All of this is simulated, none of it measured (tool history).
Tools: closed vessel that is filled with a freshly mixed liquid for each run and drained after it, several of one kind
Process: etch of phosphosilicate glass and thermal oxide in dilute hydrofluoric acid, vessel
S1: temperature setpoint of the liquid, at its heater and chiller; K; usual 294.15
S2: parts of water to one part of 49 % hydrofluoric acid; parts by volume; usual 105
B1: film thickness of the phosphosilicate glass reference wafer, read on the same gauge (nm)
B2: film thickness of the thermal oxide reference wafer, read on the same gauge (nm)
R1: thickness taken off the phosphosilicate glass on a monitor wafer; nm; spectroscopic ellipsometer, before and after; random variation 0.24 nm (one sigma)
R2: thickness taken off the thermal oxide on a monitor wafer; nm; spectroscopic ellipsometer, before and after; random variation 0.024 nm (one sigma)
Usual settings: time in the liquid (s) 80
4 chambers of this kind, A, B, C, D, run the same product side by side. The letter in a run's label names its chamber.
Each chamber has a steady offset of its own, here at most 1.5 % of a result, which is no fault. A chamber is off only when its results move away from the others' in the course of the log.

{"run": "1D", "hour": 3.5, "S1": 294.15, "S2": 105, "time in the liquid (s)": 80, "B1": 59.99, "B2": 129.97, "R1": 53.33, "R2": 3.07}
{"run": "2B", "hour": 6.7, "S1": 294.15, "S2": 105, "time in the liquid (s)": 80, "B1": 60.007, "B2": 130.01, "R1": 52.848, "R2": 3.1094}
{"run": "3C", "hour": 13.7, "S1": 294.15, "S2": 105, "time in the liquid (s)": 80, "B1": 60.002, "B2": 130.01, "R1": 53.291, "R2": 3.1414}
{"hour": 14.7, "done": "chamber A: thermometer replaced"}
{"run": "4A", "hour": 19.2, "S1": 294.15, "S2": 105, "time in the liquid (s)": 80, "B1": 60.002, "B2": 130.01, "R1": 53.28, "R2": 3.126}
{"run": "5C", "hour": 23.0, "S1": 294.15, "S2": 105, "time in the liquid (s)": 80, "B1": 60.002, "B2": 130.03, "R1": 52.664, "R2": 3.1358}
{"run": "6A", "hour": 29.3, "S1": 294.15, "S2": 55, "time in the liquid (s)": 80, "B1": 60.012, "B2": 130.02, "R1": 109.41, "R2": 6.3438}
{"run": "7B", "hour": 35.8, "S1": 294.15, "S2": 55, "time in the liquid (s)": 80, "B1": 60.002, "B2": 130.01, "R1": 107.74, "R2": 6.2053}
{"run": "8D", "hour": 41.0, "S1": 294.15, "S2": 55, "time in the liquid (s)": 80, "B1": 59.996, "B2": 129.98, "R1": 106.69, "R2": 6.2676}
{"run": "9D", "hour": 45.6, "S1": 294.15, "S2": 55, "time in the liquid (s)": 80, "B1": 60.005, "B2": 129.98, "R1": 107.46, "R2": 6.1577}
{"run": "10A", "hour": 48.9, "S1": 292.65, "S2": 70, "time in the liquid (s)": 80, "B1": 60.0, "B2": 130.03, "R1": 79.136, "R2": 4.6128}
{"run": "11B", "hour": 54.4, "S1": 292.65, "S2": 70, "time in the liquid (s)": 80, "B1": 60.007, "B2": 130.05, "R1": 78.235, "R2": 4.5583}
{"run": "12C", "hour": 59.5, "S1": 292.65, "S2": 70, "time in the liquid (s)": 80, "B1": 60.008, "B2": 130.03, "R1": 77.754, "R2": 4.5441}
{"run": "13A", "hour": 64.7, "S1": 292.65, "S2": 70, "time in the liquid (s)": 80, "B1": 60.022, "B2": 129.99, "R1": 78.673, "R2": 4.6555}
{"hour": 70.0, "done": "chamber C: thermometer replaced"}
{"run": "14C", "hour": 71.5, "S1": 294.15, "S2": 105, "time in the liquid (s)": 80, "B1": 60.0, "B2": 130.01, "R1": 53.205, "R2": 3.1338}
{"run": "15D", "hour": 77.1, "S1": 294.15, "S2": 105, "time in the liquid (s)": 80, "B1": 59.999, "B2": 130.05, "R1": 53.413, "R2": 3.0866}
{"run": "16B", "hour": 80.8, "S1": 294.15, "S2": 105, "time in the liquid (s)": 80, "B1": 60.004, "B2": 129.99, "R1": 53.073, "R2": 3.1038}
{"run": "17A", "hour": 88.1, "S1": 294.15, "S2": 105, "time in the liquid (s)": 80, "B1": 60.004, "B2": 130.0, "R1": 53.165, "R2": 3.0759}
{"run": "18D", "hour": 91.9, "S1": 294.15, "S2": 105, "time in the liquid (s)": 110, "B1": 60.016, "B2": 129.99, "R1": 73.083, "R2": 4.2977}
{"run": "19B", "hour": 97.0, "S1": 294.15, "S2": 105, "time in the liquid (s)": 110, "B1": 59.979, "B2": 130.03, "R1": 73.099, "R2": 4.2325}
{"run": "20C", "hour": 101.9, "S1": 294.15, "S2": 105, "time in the liquid (s)": 110, "B1": 59.993, "B2": 129.97, "R1": 72.97, "R2": 4.3133}
{"run": "21D", "hour": 106.2, "S1": 294.15, "S2": 105, "time in the liquid (s)": 110, "B1": 60.012, "B2": 129.99, "R1": 73.278, "R2": 4.2937}
{"run": "22C", "hour": 111.3, "S1": 294.15, "S2": 105, "time in the liquid (s)": 80, "B1": 59.995, "B2": 130.0, "R1": 53.401, "R2": 3.1126}
{"run": "23A", "hour": 116.0, "S1": 294.15, "S2": 105, "time in the liquid (s)": 80, "B1": 59.998, "B2": 129.99, "R1": 53.889, "R2": 3.1458}
{"run": "24B", "hour": 122.7, "S1": 294.15, "S2": 145, "time in the liquid (s)": 80, "B1": 59.997, "B2": 130.0, "R1": 36.985, "R2": 2.1627}
{"run": "25D", "hour": 126.3, "S1": 294.15, "S2": 145, "time in the liquid (s)": 80, "B1": 60.016, "B2": 130.02, "R1": 37.074, "R2": 2.1602}
{"run": "26A", "hour": 132.5, "S1": 294.15, "S2": 145, "time in the liquid (s)": 80, "B1": 59.998, "B2": 129.98, "R1": 37.199, "R2": 2.1569}
{"run": "27B", "hour": 135.8, "S1": 294.15, "S2": 145, "time in the liquid (s)": 80, "B1": 59.993, "B2": 130.02, "R1": 37.01, "R2": 2.1512}
{"run": "28C", "hour": 142.4, "S1": 294.15, "S2": 105, "time in the liquid (s)": 80, "B1": 60.0, "B2": 129.99, "R1": 53.354, "R2": 3.1461}
{"run": "29A", "hour": 146.5, "S1": 294.15, "S2": 135, "time in the liquid (s)": 80, "B1": 59.999, "B2": 130.02, "R1": 40.112, "R2": 2.3409}
{"run": "30B", "hour": 153.7, "S1": 294.15, "S2": 135, "time in the liquid (s)": 80, "B1": 59.999, "B2": 129.99, "R1": 40.227, "R2": 2.3331}
{"run": "31C", "hour": 160.9, "S1": 294.15, "S2": 135, "time in the liquid (s)": 80, "B1": 59.995, "B2": 130.01, "R1": 40.006, "R2": 2.3434}
{"run": "32D", "hour": 166.7, "S1": 294.15, "S2": 135, "time in the liquid (s)": 80, "B1": 59.995, "B2": 129.97, "R1": 40.356, "R2": 2.3403}
{"run": "33B", "hour": 172.4, "S1": 294.15, "S2": 105, "time in the liquid (s)": 80, "B1": 59.985, "B2": 130.01, "R1": 52.941, "R2": 3.0785}
{"run": "34C", "hour": 177.6, "S1": 294.15, "S2": 105, "time in the liquid (s)": 80, "B1": 60.004, "B2": 129.99, "R1": 53.445, "R2": 3.1403}
{"run": "35A", "hour": 181.8, "S1": 294.15, "S2": 105, "time in the liquid (s)": 80, "B1": 59.997, "B2": 130.03, "R1": 53.709, "R2": 3.0785}
{"run": "36D", "hour": 188.8, "S1": 292.65, "S2": 105, "time in the liquid (s)": 80, "B1": 60.013, "B2": 130.01, "R1": 50.124, "R2": 2.9325}

Is one chamber off against the others, does the gauge drift, or is nothing wrong? If a chamber is off, say which, and what the likeliest cause is.

No chamber stands off beyond its own small offset, and the gauge holds steady.
